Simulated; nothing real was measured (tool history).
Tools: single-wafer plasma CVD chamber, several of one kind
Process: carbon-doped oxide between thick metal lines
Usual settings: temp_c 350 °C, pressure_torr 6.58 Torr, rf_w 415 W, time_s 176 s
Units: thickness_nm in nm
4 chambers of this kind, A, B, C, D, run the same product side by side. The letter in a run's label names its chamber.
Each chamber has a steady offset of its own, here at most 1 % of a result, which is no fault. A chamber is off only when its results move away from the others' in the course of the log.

run,hour,temp_c,pressure_torr,rf_w,time_s,"read-back reference wafer on the same gauge, thickness_nm",thickness_nm
1B,2.4,350,6.58,415,176,791.93,808.87
2A,5.5,350,6.58,415,176,792.09,806.05
3D,9.9,350,6.58,415,176,792.16,803.54
4C,14.2,350,6.58,415,176,792.8,801.05
5B,18.8,350,6.58,415,176,792.81,812.16
6D,21.9,350,6.58,415,176,793.08,805.27
# hour 25.2: chamber A: RF generator calibrated
7C,26.5,350,6.58,415,176,793.07,802.28
8A,30.2,350,6.58,415,176,793.44,811.25
9B,33.1,350,6.58,415,176,793.27,812.04
10A,37.6,350,6.58,415,176,793.38,807.79
11C,40.3,350,6.58,415,176,793.51,805.46
12D,43.5,350,6.58,415,176,793.99,807.25
13D,47.8,350,6.58,415,176,793.71,808.36
14A,52.8,350,6.58,415,176,794.15,810.15
15C,56.3,350,6.58,415,176,793.78,803.46
16B,59.7,350,6.58,415,176,794.34,812.92
17B,62.9,350,6.58,490,189,794.47,978.61
18D,66.2,350,6.58,490,189,794.69,971.79
19C,69.5,350,6.58,490,189,794.92,970.55
20A,73.1,350,6.58,490,189,794.84,976.44
21C,76.6,350,5.84,415,176,795.42,792.99
22D,81.2,350,5.84,415,176,795.42,796.16
23B,83.5,350,5.84,415,176,795.25,802.42
24A,87.4,350,5.84,415,176,795.63,797.92
25A,91.9,350,6.58,415,176,795.67,811.64
26C,96,350,6.58,415,176,795.98,806.79
27D,99.1,350,6.58,415,176,795.85,810.37
28B,101.6,350,6.58,415,176,796.2,811.77
29C,104.4,350,6.58,415,176,796.54,806.2
30B,107.5,350,6.58,415,176,796.39,814.96
31A,111.9,350,6.58,415,176,796.65,812.68
32D,116.3,350,6.58,415,176,796.61,810.81
33C,120.9,350,6.58,415,176,796.52,808.5

All 4 chambers run these settings next. Forecast each chamber's results:
34A,124.5,356,6.58,415,176,,?
34B,124.5,356,6.58,415,176,,?
34C,124.5,356,6.58,415,176,,?
34D,124.5,356,6.58,415,176,,?

run,thickness_nm
34A,799.49
34B,801.05
34C,794.83
34D,797.39

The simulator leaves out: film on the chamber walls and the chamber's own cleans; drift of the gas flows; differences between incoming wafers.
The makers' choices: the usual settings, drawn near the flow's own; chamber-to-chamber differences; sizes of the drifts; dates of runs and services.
